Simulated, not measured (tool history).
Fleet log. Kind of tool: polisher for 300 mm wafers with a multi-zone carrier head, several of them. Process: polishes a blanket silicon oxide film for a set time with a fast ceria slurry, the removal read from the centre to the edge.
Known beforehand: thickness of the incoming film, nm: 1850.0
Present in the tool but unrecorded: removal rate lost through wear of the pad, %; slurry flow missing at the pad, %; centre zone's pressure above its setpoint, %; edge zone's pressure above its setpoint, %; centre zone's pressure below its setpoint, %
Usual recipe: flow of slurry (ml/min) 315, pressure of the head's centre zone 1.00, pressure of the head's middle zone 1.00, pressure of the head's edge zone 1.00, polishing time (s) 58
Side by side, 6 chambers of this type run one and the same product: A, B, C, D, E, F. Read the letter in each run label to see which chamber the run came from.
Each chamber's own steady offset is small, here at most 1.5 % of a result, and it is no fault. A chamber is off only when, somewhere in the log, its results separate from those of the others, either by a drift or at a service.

run	day	flow of slurry (ml/min)	pressure of the head's centre zone	pressure of the head's middle zone	pressure of the head's edge zone	polishing time (s)	wafers polished on this pad	hours since the slurry nozzle was cleaned	hours since the centre zone pressure was calibrated	hours since the edge zone pressure was calibrated	film removed at the wafer's centre (nm)	film removed at mid-radius (nm)	film removed at the wafer's edge (nm)
1B	0.375	315	1.00	1.00	1.00	58	286	318.0	967.3	648.6	728.93	713.74	717.18
2A	0.621	315	1.00	1.00	1.00	58	207	208.6	607.2	59.1	720.06	733.34	716.43
# day 0.842: chamber F: worn pad replaced by a new one
# day 0.988: chamber E: worn pad replaced by a new one
3C	1.108	315	1.00	1.00	1.00	58	363	235.4	275.8	185.1	725.28	715.47	730.37
4E	1.612	315	1.00	1.00	1.00	58	139	470.8	426.5	279.6	721.66	706.26	722.38
5F	2.150	315	1.00	0.90	1.00	58	292	509.0	478.5	1236.3	718.00	665.47	729.83
# day 2.454: chamber B: slurry nozzle cleaned
6D	2.638	315	1.00	0.90	1.00	58	1063	100.0	183.7	304.9	727.37	661.73	726.86
# day 2.817: chamber A: worn pad replaced by a new one
7F	2.933	315	1.00	0.90	1.00	58	467	527.8	497.3	1255.1	712.41	669.13	708.54
8B	3.233	315	1.00	0.90	1.00	58	924	18.8	1035.9	717.2	730.26	655.13	740.02
# day 3.438: chamber B: edge zone pressure recalibrated
# day 3.533: chamber F: worn pad replaced by a new one
# day 3.592: chamber C: worn pad replaced by a new one
9D	3.725	315	1.00	0.90	1.00	58	1306	126.1	209.8	331.0	720.61	656.73	736.17
# day 4.142: chamber B: worn pad replaced by a new one
10A	4.233	315	1.00	0.90	1.00	58	317	295.3	693.9	145.8	725.94	646.77	717.61
# day 4.292: chamber F: slurry nozzle cleaned
# day 4.496: chamber B: centre zone pressure recalibrated
11E	4.762	315	0.93	1.00	1.07	58	843	546.4	502.1	355.2	664.01	734.81	760.00
# day 4.912: chamber C: slurry nozzle cleaned
12C	5.183	315	0.93	1.00	1.07	58	355	6.5	373.6	282.9	672.35	727.81	744.93
# day 5.383: chamber E: worn pad replaced by a new one
13A	5.550	315	0.93	1.00	1.07	58	611	326.9	725.5	177.4	669.06	721.78	746.34
14C	5.804	315	0.93	1.00	1.07	58	494	21.4	388.5	297.8	666.55	744.33	736.74
15B	6.233	315	0.93	1.00	1.07	58	467	90.8	41.7	67.1	668.92	721.47	748.01
# day 6.608: chamber F: worn pad replaced by a new one
16F	6.638	315	0.93	1.00	1.07	58	6	56.3	586.2	1344.0	661.97	719.23	750.48
# day 6.658: chamber A: worn pad replaced by a new one
17D	7.083	315	1.00	1.00	1.06	58	2056	206.7	290.4	411.6	711.73	712.07	742.57
18E	7.483	315	1.00	1.00	1.06	58	470	611.7	567.4	420.5	726.57	726.16	743.97
# day 7.525: chamber C: worn pad replaced by a new one
19B	7.775	315	1.00	1.00	1.06	58	812	127.8	78.7	104.1	727.64	734.07	751.15
20F	8.275	315	1.00	1.00	1.06	58	372	95.6	625.5	1383.3	717.78	730.17	755.49
21D	8.771	315	1.00	1.00	1.06	58	2433	247.2	330.9	452.1	702.32	714.36	718.62
# day 9.154: chamber E: slurry nozzle cleaned
22E	9.254	315	1.00	1.00	1.06	58	865	2.4	609.9	463.0	726.99	702.09	753.35
# day 9.342: chamber F: worn pad replaced by a new one
# day 9.704: chamber E: worn pad replaced by a new one
23C	9.812	315	1.00	1.10	1.00	58	511	117.6	484.7	394.0	724.36	795.20	703.72
# day 9.938: chamber E: edge zone pressure recalibrated
# day 10.071: chamber B: worn pad replaced by a new one
# day 10.171: chamber A: worn pad replaced by a new one
# day 10.175: chamber F: edge zone pressure recalibrated
24A	10.296	315	1.00	1.10	1.00	58	28	440.8	839.4	291.3	723.68	811.30	707.92
25D	10.679	315	1.00	1.10	1.00	58	2860	293.0	376.7	497.9	692.69	771.83	702.29
# day 10.883: chamber C: worn pad replaced by a new one
26C	10.933	315	1.00	1.10	1.00	58	11	144.5	511.6	420.9	719.87	789.80	717.19
27F	11.400	315	1.00	1.10	1.00	58	460	170.6	700.5	29.4	712.91	797.79	715.42
28A	11.862	315	1.00	1.10	1.00	58	378	478.4	877.0	328.9	725.55	797.68	706.77
29E	12.246	315	1.00	1.00	0.93	39	568	74.2	681.7	55.4	485.39	486.89	466.02
30B	12.546	315	1.00	1.00	0.93	39	553	242.3	193.2	218.6	487.26	478.26	471.68
# day 12.821: chamber F: worn pad replaced by a new one
31E	13.100	315	1.00	1.00	0.93	39	759	94.7	702.2	75.9	490.62	491.91	461.40
32B	13.612	315	1.00	1.00	0.93	39	791	267.9	218.8	244.2	487.28	486.46	463.15
# day 13.725: chamber A: worn pad replaced by a new one
33A	13.950	315	1.00	1.00	0.93	39	50	528.5	927.1	379.0	480.02	479.94	455.91
# day 14.346: chamber C: worn pad replaced by a new one
34F	14.429	315	1.00	1.00	0.93	39	359	243.3	773.2	102.1	478.01	489.13	473.72
35C	14.988	315	1.00	1.00	1.00	58	143	241.8	608.9	518.2	724.01	732.92	722.70
36D	15.233	315	1.00	0.89	1.09	58	3877	402.3	486.0	607.2	667.64	606.03	724.43

Is one chamber off against the others, does the gauge drift, or is nothing wrong? If a chamber is off, say which, and what the likeliest cause is.

One chamber, D, drifts off from the rest bit by bit.
What lies behind it: removal rate lost through wear of the pad, % = 6.22.
It could be hard to tell apart here from: slurry flow missing at the pad, %.

Which of the 4 candidates below, each the usual settings with something changed and its results left as question marks, puts chamber D back in line with what the other chambers give on the usual settings?
In line here means within this much of the mean the other chambers give on the usual settings: film removed at the wafer's centre (nm) 16.00; film removed at mid-radius (nm) 36.00; film removed at the wafer's edge (nm) 28.00
37D-1	15.642	315	1.00	1.00	1.00	59					?	?	?
37D-2	15.642	315	1.01	1.00	1.00	61					?	?	?
37D-3	15.642	315	1.00	1.00	1.00	57					?	?	?
37D-4	15.642	315	0.99	1.00	1.00	55					?	?	?

Other chambers, usual settings, mean: film removed at the wafer's centre (nm) 722.36; film removed at mid-radius (nm) 724.84; film removed at the wafer's edge (nm) 721.19
run	film removed at the wafer's centre (nm)	film removed at mid-radius (nm)	film removed at the wafer's edge (nm)
37D-1	689.93	694.24	689.39
37D-2	721.18	717.73	712.76
37D-3	666.54	670.70	666.02
37D-4	636.07	647.21	642.65
The answer is 37D-2, which returns the chamber to within the allowed miss of the others.
